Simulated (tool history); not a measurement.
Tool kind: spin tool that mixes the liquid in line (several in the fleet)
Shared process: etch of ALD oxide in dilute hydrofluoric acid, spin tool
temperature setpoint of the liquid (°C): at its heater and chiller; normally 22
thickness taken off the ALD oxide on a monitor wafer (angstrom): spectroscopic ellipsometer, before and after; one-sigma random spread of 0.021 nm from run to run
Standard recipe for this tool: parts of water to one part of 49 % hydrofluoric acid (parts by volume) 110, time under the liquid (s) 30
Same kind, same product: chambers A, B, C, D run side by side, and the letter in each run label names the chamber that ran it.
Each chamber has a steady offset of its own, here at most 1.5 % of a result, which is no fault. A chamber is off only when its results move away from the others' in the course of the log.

run	day	temperature setpoint of the liquid (°C)	parts of water to one part of 49 % hydrofluoric acid (parts by volume)	time under the liquid (s)	read-back film thickness of the ALD oxide reference wafer, read on the same gauge (nm)	thickness taken off the ALD oxide on a monitor wafer (angstrom)
1A	0.142	22	110	30	89.991	52.595
2B	0.250	22	110	30	90.014	52.613
3C	0.467	22	110	30	90.015	53.584
4D	0.654	22	110	30	89.993	52.506
5B	0.900	22	110	30	89.985	52.474
6C	1.042	22	110	30	89.976	53.536
7D	1.262	22	110	30	90.016	52.533
8A	1.508	22	110	30	90.008	52.837
9C	1.733	22	110	30	89.992	53.022
10B	1.950	22	70	30	89.993	85.969
11A	2.171	22	70	30	89.992	85.748
12D	2.338	22	70	30	89.992	86.900
13C	2.446	22	70	30	89.999	89.279
14A	2.608	22	155	30	89.990	35.622
15D	2.862	22	155	30	90.033	35.141
16B	3.029	22	155	30	90.017	35.512
17C	3.158	22	155	30	90.017	36.218
18B	3.375	22	110	30	90.004	52.588
19A	3.583	20	110	25	89.975	40.867
20D	3.779	20	110	25	89.979	40.355
21A	3.896	20	110	25	90.031	40.464
22D	4.104	20	110	25	89.976	40.466
23C	4.225	22	110	40	89.975	71.520
24B	4.417	22	110	40	89.979	69.794
25D	4.671	22	110	40	90.005	69.562
26B	4.896	22	110	40	90.024	69.866
27A	5.088	22	110	30	89.978	52.803
28C	5.283	22	110	30	90.010	54.483
29C	5.421	22	110	30	90.016	54.305
30D	5.542	22	110	30	89.963	52.531
31B	5.771	22	110	30	90.044	52.493
32A	5.921	22	110	25	89.981	43.643
# day 6.112: chamber A: thermometer replaced
33C	6.112	22	110	25	90.014	45.739
34B	6.238	22	110	25	89.987	43.707
35A	6.362	22	110	25	90.027	44.004
36D	6.588	22	110	30	89.976	52.493
37D	6.721	22	110	30	89.979	52.505
38B	6.908	22	110	30	89.990	52.724
39A	7.142	22	110	30	90.025	52.436
40C	7.338	22	110	30	90.039	55.212
41D	7.558	22	110	30	90.005	52.598
42A	7.750	22	110	30	90.001	52.817

The same settings go to every chamber for the next run, one line per chamber below. Forecast the results for each:
43A	7.933	22	110	30		?
43B	7.933	22	110	30		?
43C	7.933	22	110	30		?
43D	7.933	22	110	30		?

run	thickness taken off the ALD oxide on a monitor wafer (angstrom)
43A	52.844
43B	52.417
43C	55.578
43D	52.768
